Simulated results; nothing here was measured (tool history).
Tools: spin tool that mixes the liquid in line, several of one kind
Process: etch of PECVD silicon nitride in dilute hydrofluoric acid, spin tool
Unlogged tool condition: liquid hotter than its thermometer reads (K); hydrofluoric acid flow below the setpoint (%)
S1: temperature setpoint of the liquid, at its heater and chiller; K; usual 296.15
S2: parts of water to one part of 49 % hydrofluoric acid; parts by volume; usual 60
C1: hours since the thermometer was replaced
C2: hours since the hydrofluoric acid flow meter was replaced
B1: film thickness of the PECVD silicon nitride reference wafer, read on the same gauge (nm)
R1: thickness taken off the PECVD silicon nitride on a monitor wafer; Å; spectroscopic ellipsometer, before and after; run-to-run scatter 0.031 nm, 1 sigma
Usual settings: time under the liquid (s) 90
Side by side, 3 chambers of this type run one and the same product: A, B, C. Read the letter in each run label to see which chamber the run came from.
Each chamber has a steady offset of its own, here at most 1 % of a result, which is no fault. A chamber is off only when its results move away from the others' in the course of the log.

run 1B hour=3.9 | S1=296.15 S2=60 time_under_the_liquid_(s)=90 | C1=652.2 C2=153.2 | B1=130.01 | R1=65.134
run 2A hour=8.4 | S1=296.15 S2=60 time_under_the_liquid_(s)=90 | C1=828.5 C2=366.9 | B1=130.02 | R1=64.759
run 3C hour=10.8 | S1=296.15 S2=60 time_under_the_liquid_(s)=90 | C1=28.2 C2=374.1 | B1=129.98 | R1=66.150
run 4B hour=15.3 | S1=296.15 S2=60 time_under_the_liquid_(s)=90 | C1=663.6 C2=164.6 | B1=129.97 | R1=64.977
run 5C hour=17.7 | S1=296.15 S2=90 time_under_the_liquid_(s)=40 | C1=35.1 C2=381.0 | B1=129.99 | R1=19.506
run 6A hour=21.7 | S1=296.15 S2=90 time_under_the_liquid_(s)=40 | C1=841.8 C2=380.2 | B1=130.01 | R1=19.199
run 7C hour=24.2 | S1=296.15 S2=90 time_under_the_liquid_(s)=40 | C1=41.6 C2=387.5 | B1=129.99 | R1=19.606
run 8B hour=29.6 | S1=296.15 S2=60 time_under_the_liquid_(s)=90 | C1=677.9 C2=178.9 | B1=130.05 | R1=65.603
run 9A hour=34.1 | S1=296.15 S2=60 time_under_the_liquid_(s)=120 | C1=854.2 C2=392.6 | B1=130.03 | R1=87.073
run 10B hour=38.9 | S1=296.15 S2=60 time_under_the_liquid_(s)=120 | C1=687.2 C2=188.2 | B1=130.00 | R1=87.258
run 11C hour=43.7 | S1=296.15 S2=60 time_under_the_liquid_(s)=120 | C1=61.1 C2=407.0 | B1=130.00 | R1=87.432
run 12A hour=47.5 | S1=296.15 S2=60 time_under_the_liquid_(s)=90 | C1=867.6 C2=406.0 | B1=130.02 | R1=64.857
run 13B hour=51.5 | S1=296.15 S2=60 time_under_the_liquid_(s)=90 | C1=699.8 C2=200.8 | B1=130.00 | R1=65.411
run 14A hour=54.2 | S1=296.15 S2=60 time_under_the_liquid_(s)=90 | C1=874.3 C2=412.7 | B1=130.01 | R1=65.070
run 15C hour=59.1 | S1=296.15 S2=30 time_under_the_liquid_(s)=65 | C1=76.5 C2=422.4 | B1=129.98 | R1=93.336
run 16C hour=64.0 | S1=296.15 S2=30 time_under_the_liquid_(s)=65 | C1=81.4 C2=427.3 | B1=130.00 | R1=93.683
run 17A hour=66.9 | S1=296.15 S2=30 time_under_the_liquid_(s)=65 | C1=887.0 C2=425.4 | B1=129.98 | R1=92.991
run 18B hour=70.4 | S1=300.65 S2=60 time_under_the_liquid_(s)=130 | C1=718.7 C2=219.7 | B1=129.99 | R1=128.060
run 19C hour=75.8 | S1=300.65 S2=60 time_under_the_liquid_(s)=130 | C1=93.2 C2=439.1 | B1=129.96 | R1=128.080
run 20A hour=79.3 | S1=300.65 S2=60 time_under_the_liquid_(s)=130 | C1=899.4 C2=437.8 | B1=130.01 | R1=126.450
run 21B hour=84.2 | S1=296.15 S2=60 time_under_the_liquid_(s)=90 | C1=732.5 C2=233.5 | B1=130.00 | R1=64.909

Has any chamber moved away from the others, gradually or after a service, or does the common gauge drift, or do the chambers differ only by their own small steady offsets? State the chamber and the most likely cause if one applies.

Beyond each chamber's small constant offset nothing stands out, and the gauge stays steady.

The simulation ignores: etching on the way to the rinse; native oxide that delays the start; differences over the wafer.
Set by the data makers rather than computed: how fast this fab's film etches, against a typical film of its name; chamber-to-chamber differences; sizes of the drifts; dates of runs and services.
